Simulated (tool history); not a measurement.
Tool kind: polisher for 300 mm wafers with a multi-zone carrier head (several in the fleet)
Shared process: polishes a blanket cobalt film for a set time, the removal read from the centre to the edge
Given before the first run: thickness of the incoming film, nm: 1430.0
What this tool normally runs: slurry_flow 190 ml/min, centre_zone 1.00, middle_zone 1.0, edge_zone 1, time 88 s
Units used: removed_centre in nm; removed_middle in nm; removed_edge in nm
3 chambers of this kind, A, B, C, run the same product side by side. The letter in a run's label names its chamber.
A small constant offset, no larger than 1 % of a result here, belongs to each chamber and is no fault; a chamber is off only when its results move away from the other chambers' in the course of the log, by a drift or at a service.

run,hour,slurry_flow,centre_zone,middle_zone,edge_zone,time,removed_centre,removed_middle,removed_edge
# hour 0.4: chamber C: worn pad replaced by a new one
1B,7.9,190,1.00,1.0,1,88,470.13,469.43,471.09
2A,16.3,190,1.00,1.0,1,88,464.39,456.80,468.17
3C,28.8,190,1.00,1.0,1,88,469.81,462.00,461.51
4B,39.2,190,1.00,1.0,1,88,456.31,456.21,465.44
# hour 42.8: chamber B: worn pad replaced by a new one
# hour 44.0: chamber A: worn pad replaced by a new one
# hour 47.0: chamber C: slurry nozzle cleaned
5A,51.1,190,1.00,1.0,1,88,466.03,457.75,466.53
6C,61.4,190,1.00,1.0,1,88,457.03,453.22,464.76
7B,72.8,190,1.05,1.1,1,88,493.51,509.62,464.63
# hour 75.9: chamber B: slurry nozzle cleaned
8A,84.7,190,1.05,1.1,1,88,488.35,500.26,461.05
# hour 91.3: chamber B: worn pad replaced by a new one
9C,96.5,190,1.05,1.1,1,88,491.74,494.18,459.65
# hour 107.1: chamber C: worn pad replaced by a new one
10C,110.3,190,1.00,1.0,1,88,464.66,469.09,467.28
# hour 110.4: chamber C: edge zone pressure recalibrated
# hour 118.6: chamber A: worn pad replaced by a new one
11A,124.7,190,1.00,1.0,1,88,469.14,468.06,453.19
# hour 131.5: chamber A: slurry nozzle cleaned
12B,131.6,190,1.00,1.0,1,88,467.35,468.40,465.77
13C,142.1,190,1.00,1.0,1,88,475.79,456.76,460.87
# hour 148.7: chamber B: centre zone pressure recalibrated
# hour 152.8: chamber B: worn pad replaced by a new one
14B,156.0,190,1.00,1.0,1,88,413.34,460.51,467.57
# hour 158.6: chamber A: centre zone pressure recalibrated
15A,166.9,190,0.96,1.0,1,75,384.91,394.55,401.90
16C,179.2,190,0.96,1.0,1,75,383.01,399.10,394.66
# hour 183.3: chamber A: worn pad replaced by a new one
17A,191.6,190,0.96,1.0,1,75,376.08,397.94,392.91
18B,198.1,190,1.00,1.0,1,88,410.80,471.20,464.12
19C,207.1,190,1.00,1.0,1,88,461.82,468.09,459.82
# hour 213.7: chamber B: worn pad replaced by a new one
20A,213.7,190,1.00,1.0,1,88,470.70,474.19,458.68
# hour 218.2: chamber C: worn pad replaced by a new one
21B,221.3,190,1.00,1.0,1,88,411.93,468.86,467.53
22C,229.2,190,0.90,1.0,1,88,416.28,455.09,470.52
23B,240.2,190,0.90,1.0,1,88,364.96,460.77,465.27
24A,249.7,190,0.90,1.0,1,88,412.95,466.09,467.04
25B,257.6,190,1.00,1.0,1,88,416.19,456.58,461.71
26C,267.6,190,1.00,1.0,1,88,469.00,450.51,465.56

What goes on in this fleet: one chamber off, a drifting gauge, or nothing beyond the chambers' own small offsets? Name the chamber and the cause, if any.

A service left chamber B off against the others.
Likeliest cause: centre zone's pressure below its setpoint, % = 9.94.

Below are 4 candidate recipes for chamber B's next run, each the usual settings with a change, their results shown as question marks. Which of them brings B's results back in line with what the other chambers give on the usual settings?
In line here means within this much of the mean the other chambers give on the usual settings: removed_centre 15.00 nm; removed_middle 23.00 nm; removed_edge 12.00 nm
27B-1,278.0,205,1.17,0.97,0.93,92,?,?,?
27B-2,278.0,185,0.91,1.01,1.03,86,?,?,?
27B-3,278.0,180,0.84,1.03,1.06,86,?,?,?
27B-4,278.0,195,1.09,0.99,0.97,90,?,?,?

Other chambers, usual settings, mean: removed_centre 465.23 nm; removed_middle 462.15 nm; removed_edge 463.47 nm
run,removed_centre,removed_middle,removed_edge
27B-1,513.77,471.37,467.67
27B-2,356.51,451.11,455.32
27B-3,323.81,457.56,460.70
27B-4,461.04,466.72,464.75
27B-4 brings the chamber back in line.

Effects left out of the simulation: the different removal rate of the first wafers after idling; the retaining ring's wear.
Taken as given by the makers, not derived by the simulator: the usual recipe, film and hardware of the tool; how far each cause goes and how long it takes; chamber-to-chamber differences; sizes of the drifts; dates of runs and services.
